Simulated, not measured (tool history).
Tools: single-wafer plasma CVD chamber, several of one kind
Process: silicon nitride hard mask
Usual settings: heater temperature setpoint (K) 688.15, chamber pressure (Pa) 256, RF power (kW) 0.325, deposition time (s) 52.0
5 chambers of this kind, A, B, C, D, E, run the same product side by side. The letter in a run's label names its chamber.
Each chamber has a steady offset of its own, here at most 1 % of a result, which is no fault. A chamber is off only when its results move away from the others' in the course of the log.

run   hour  heater temperature setpoint (K)  chamber pressure (Pa)  RF power (kW)  deposition time (s)  hours since the last thermocouple change  hours since the last RF generator calibration  hours since the last manometer calibration  read-back reference wafer on the same gauge, thickness_nm  mean film thickness on the monitor wafer (angstrom)
 1A   10.4                           688.15                    256          0.325                 52.0                                    1498.0                                         1770.0                                      1695.6                                                     66.641                                               666.60
 2C   18.8                           688.15                    256          0.325                 52.0                                     918.6                                          372.9                                      1185.1                                                     66.657                                               663.67
 3E   27.0                           688.15                    256          0.325                 52.0                                    1242.9                                          845.0                                       136.3                                                     66.627                                               660.98
      38.9  -- chamber D: thermocouple changed; heater temperature recalibrated
 4B   43.7                           688.15                    256          0.325                 52.0                                    1478.3                                          609.7                                       126.1                                                     66.699                                               660.00
 5D   55.4                           688.15                    256          0.325                 52.0                                      16.5                                          901.1                                      1993.1                                                     66.683                                               654.70
 6A   68.0                           688.15                    256          0.325                 52.0                                    1555.6                                         1827.6                                      1753.2                                                     66.752                                               666.15
 7C   76.5                           688.15                    256          0.325                 52.0                                     976.3                                          430.6                                      1242.8                                                     66.810                                               665.97
 8B   93.0                           688.15                    256          0.325                 52.0                                    1527.6                                          659.0                                       175.4                                                     66.731                                               666.02
 9D  108.8                           688.15                    204          0.325                 58.1                                      69.9                                          954.5                                      2046.5                                                     66.672                                               686.14
10E  120.9                           688.15                    204          0.325                 58.1                                    1336.8                                          938.9                                       230.2                                                     66.694                                               688.54
11C  128.4                           688.15                    204          0.325                 58.1                                    1028.2                                          482.5                                      1294.7                                                     66.646                                               692.56
12D  140.9                           688.15                    204          0.325                 58.1                                     102.0                                          986.6                                      2078.6                                                     66.644                                               678.38
13A  153.8                           688.15                    204          0.325                 58.1                                    1641.4                                         1913.4                                      1839.0                                                     66.637                                               700.32
14B  169.6                           688.15                    256          0.325                 52.0                                    1604.2                                          735.6                                       252.0                                                     66.700                                               661.41
15E  179.5                           688.15                    256          0.325                 52.0                                    1395.4                                          997.5                                       288.8                                                     66.661                                               654.93
     184.7  -- chamber A: RF generator calibrated
16A  192.7                           688.15                    256          0.325                 52.0                                    1680.3                                            8.1                                      1877.9                                                     66.689                                               671.36
17B  205.1                           688.15                    256          0.325                 52.0                                    1639.7                                          771.1                                       287.5                                                     66.707                                               652.11
18E  213.5                           688.15                    256          0.325                 52.0                                    1429.4                                         1031.5                                       322.8                                                     66.672                                               649.72
19C  229.8                           688.15                    256          0.325                 52.0                                    1129.6                                          583.9                                      1396.1                                                     66.683                                               670.19
20D  241.7                           688.15                    256          0.325                 52.0                                     202.8                                         1087.4                                      2179.4                                                     66.708                                               654.22
21D  249.1                           688.15                    256          0.325                 52.0                                     210.2                                         1094.8                                      2186.8                                                     66.731                                               656.15
22C  260.5                           688.15                    256          0.280                 42.3                                    1160.3                                          614.6                                      1426.8                                                     66.656                                               495.05
23B  275.8                           688.15                    256          0.280                 42.3                                    1710.4                                          841.8                                       358.2                                                     66.591                                               490.81
     289.7  -- chamber E: thermocouple changed; heater temperature recalibrated
24A  291.7                           688.15                    256          0.280                 42.3                                    1779.3                                          107.1                                      1976.9                                                     66.702                                               491.40
25E  304.7                           688.15                    256          0.280                 42.3                                      15.0                                         1122.7                                       414.0                                                     66.758                                               469.89
26C  315.4                           688.15                    256          0.280                 42.3                                    1215.2                                          669.5                                      1481.7                                                     66.738                                               489.81
27B  329.8                           702.15                    233          0.325                 52.0                                    1764.4                                          895.8                                       412.2                                                     66.760                                               636.17
28A  339.5                           702.15                    233          0.325                 52.0                                    1827.1                                          154.9                                      2024.7                                                     66.689                                               647.06
29D  352.5                           702.15                    233          0.325                 52.0                                     313.6                                         1198.2                                      2290.2                                                     66.671                                               637.61
30E  365.7                           702.15                    233          0.325                 52.0                                      76.0                                         1183.7                                       475.0                                                     66.736                                               623.02
31E  378.4                           702.15                    233          0.325                 52.0                                      88.7                                         1196.4                                       487.7                                                     66.653                                               617.28

Is one chamber off against the others, does the gauge drift, or is nothing wrong? If a chamber is off, say which, and what the likeliest cause is.

Chamber E drifts away from the others.
Cause: delivered RF power below the setpoint (%) = 4.82.

Here are 4 candidates for chamber E's next run, each the usual settings with a change, their results left as question marks. Which one brings its results back in line with what the others give on the usual settings?
In line means no further than this from the other chambers' mean on the usual settings: mean film thickness on the monitor wafer (angstrom) 14.00
32E-1  390.3                           688.15                    335          0.325                 52.0                                                                                                                                                                                                                                                    ?
32E-2  390.3                           688.15                    251          0.315                 49.5                                                                                                                                                                                                                                                    ?
32E-3  390.3                           688.15                    259          0.330                 53.2                                                                                                                                                                                                                                                    ?
32E-4  390.3                           688.15                    252          0.325                 50.4                                                                                                                                                                                                                                                    ?

The other chambers' mean on the usual settings: mean film thickness on the monitor wafer (angstrom) 660.60
  run  mean film thickness on the monitor wafer (angstrom)
32E-1                                               682.95
32E-2                                               591.17
32E-3                                               660.57
32E-4                                               615.12
32E-3 brings the chamber back in line.
